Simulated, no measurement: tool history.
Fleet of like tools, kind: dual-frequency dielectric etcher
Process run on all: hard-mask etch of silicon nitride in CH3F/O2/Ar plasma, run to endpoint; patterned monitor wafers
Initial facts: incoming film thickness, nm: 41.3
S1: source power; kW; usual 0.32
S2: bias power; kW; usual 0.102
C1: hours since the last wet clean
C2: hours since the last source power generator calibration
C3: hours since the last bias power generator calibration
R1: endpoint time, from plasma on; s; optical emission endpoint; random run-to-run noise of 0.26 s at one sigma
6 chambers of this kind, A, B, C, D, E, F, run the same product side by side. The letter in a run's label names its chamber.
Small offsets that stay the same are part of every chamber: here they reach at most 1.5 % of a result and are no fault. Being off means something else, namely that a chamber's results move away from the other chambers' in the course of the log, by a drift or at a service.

run 1F hour=7.1 | S1=0.32 S2=0.102 | C1=202.8 C2=176.5 C3=759 | R1=57.272
run 2B hour=20.2 | S1=0.32 S2=0.102 | C1=76.4 C2=1649.5 C3=390.5 | R1=56.889
run 3C hour=30.1 | S1=0.32 S2=0.102 | C1=164.5 C2=1184 C3=1546.3 | R1=57.286
run 4D hour=38.1 | S1=0.32 S2=0.102 | C1=212.2 C2=2390.2 C3=2146.9 | R1=57.076
run 5E hour=45.1 | S1=0.32 S2=0.102 | C1=147.5 C2=503.9 C3=2427.1 | R1=57.884
run 6A hour=53.1 | S1=0.32 S2=0.102 | C1=588.1 C2=530 C3=997.7 | R1=58.083
-- hour=58.8 chamber A: wet clean of the chamber
run 7A hour=65.2 | S1=0.39 S2=0.102 | C1=6.4 C2=542.1 C3=1009.8 | R1=53.759
run 8D hour=75.5 | S1=0.39 S2=0.102 | C1=249.6 C2=2427.6 C3=2184.3 | R1=53.305
run 9E hour=88.1 | S1=0.39 S2=0.102 | C1=190.5 C2=546.9 C3=2470.1 | R1=54.164
run 10F hour=99 | S1=0.39 S2=0.102 | C1=294.7 C2=268.4 C3=850.9 | R1=52.507
-- hour=101.7 chamber B: source power generator calibrated
run 11C hour=106.4 | S1=0.39 S2=0.102 | C1=240.8 C2=1260.3 C3=1622.6 | R1=53.405
run 12B hour=114.5 | S1=0.39 S2=0.102 | C1=170.7 C2=12.8 C3=484.8 | R1=53.216
run 13A hour=125.3 | S1=0.25 S2=0.102 | C1=66.5 C2=602.2 C3=1069.9 | R1=63.399
run 14B hour=131.6 | S1=0.25 S2=0.102 | C1=187.8 C2=29.9 C3=501.9 | R1=61.865
run 15E hour=137.9 | S1=0.25 S2=0.102 | C1=240.3 C2=596.7 C3=2519.9 | R1=63.77
run 16D hour=149.4 | S1=0.25 S2=0.102 | C1=323.5 C2=2501.5 C3=2258.2 | R1=63.193
run 17C hour=160.6 | S1=0.25 S2=0.102 | C1=295 C2=1314.5 C3=1676.8 | R1=62.672
run 18F hour=168.1 | S1=0.25 S2=0.102 | C1=363.8 C2=337.5 C3=920 | R1=62.17
run 19A hour=176.7 | S1=0.32 S2=0.102 | C1=117.9 C2=653.6 C3=1121.3 | R1=58.081
run 20C hour=188 | S1=0.32 S2=0.102 | C1=322.4 C2=1341.9 C3=1704.2 | R1=57.134
run 21B hour=200.8 | S1=0.32 S2=0.102 | C1=257 C2=99.1 C3=571.1 | R1=57.041
run 22D hour=206.9 | S1=0.32 S2=0.102 | C1=381 C2=2559 C3=2315.7 | R1=57.307
run 23E hour=215.5 | S1=0.32 S2=0.102 | C1=317.9 C2=674.3 C3=2597.5 | R1=58.23
run 24F hour=222.4 | S1=0.32 S2=0.102 | C1=418.1 C2=391.8 C3=974.3 | R1=57.594
run 25C hour=230.4 | S1=0.32 S2=0.102 | C1=364.8 C2=1384.3 C3=1746.6 | R1=57.52
run 26A hour=241.6 | S1=0.32 S2=0.102 | C1=182.8 C2=718.5 C3=1186.2 | R1=58.005
-- hour=244.6 chamber F: wet clean of the chamber
run 27B hour=248.2 | S1=0.32 S2=0.102 | C1=304.4 C2=146.5 C3=618.5 | R1=56.637
run 28D hour=254.2 | S1=0.25 S2=0.077 | C1=428.3 C2=2606.3 C3=2363 | R1=70.113
-- hour=258 chamber D: wet clean of the chamber
run 29F hour=261.4 | S1=0.25 S2=0.077 | C1=16.8 C2=430.8 C3=1013.3 | R1=69.04
run 30E hour=269.9 | S1=0.25 S2=0.077 | C1=372.3 C2=728.7 C3=2651.9 | R1=71.146
run 31F hour=276.6 | S1=0.25 S2=0.077 | C1=32 C2=446 C3=1028.5 | R1=68.914
run 32D hour=285.7 | S1=0.25 S2=0.077 | C1=27.8 C2=2637.8 C3=2394.5 | R1=69.902
run 33C hour=294.5 | S1=0.25 S2=0.077 | C1=428.9 C2=1448.4 C3=1810.7 | R1=69.967
run 34B hour=306.9 | S1=0.32 S2=0.102 | C1=363.1 C2=205.2 C3=677.2 | R1=56.806
run 35A hour=317.2 | S1=0.32 S2=0.102 | C1=258.4 C2=794.1 C3=1261.8 | R1=58.405
run 36E hour=326.4 | S1=0.32 S2=0.102 | C1=428.8 C2=785.2 C3=2708.4 | R1=57.783
-- hour=337.1 chamber E: wet clean of the chamber
run 37C hour=338.9 | S1=0.32 S2=0.102 | C1=473.3 C2=1492.8 C3=1855.1 | R1=57.417
run 38F hour=346 | S1=0.32 S2=0.102 | C1=101.4 C2=515.4 C3=1097.9 | R1=57.206
run 39D hour=353.5 | S1=0.32 S2=0.102 | C1=95.6 C2=2705.6 C3=2462.3 | R1=57.512
run 40A hour=359.6 | S1=0.32 S2=0.102 | C1=300.8 C2=836.5 C3=1304.2 | R1=57.944
run 41B hour=366.4 | S1=0.32 S2=0.102 | C1=422.6 C2=264.7 C3=736.7 | R1=57.497
run 42E hour=378.9 | S1=0.32 S2=0.102 | C1=41.8 C2=837.7 C3=2760.9 | R1=57.823
run 43F hour=387.2 | S1=0.32 S2=0.102 | C1=142.6 C2=556.6 C3=1139.1 | R1=56.968
run 44E hour=396.2 | S1=0.32 S2=0.102 | C1=59.1 C2=855 C3=2778.2 | R1=58.471

Decide between three cases: one chamber stands off from its peers, the gauge reading all wafers drifts, or nothing is wrong past each chamber's small offset. Where a chamber is off, say which and what most likely put it there.

All chambers stay in line apart from their small fixed offsets, and the gauge does not drift.
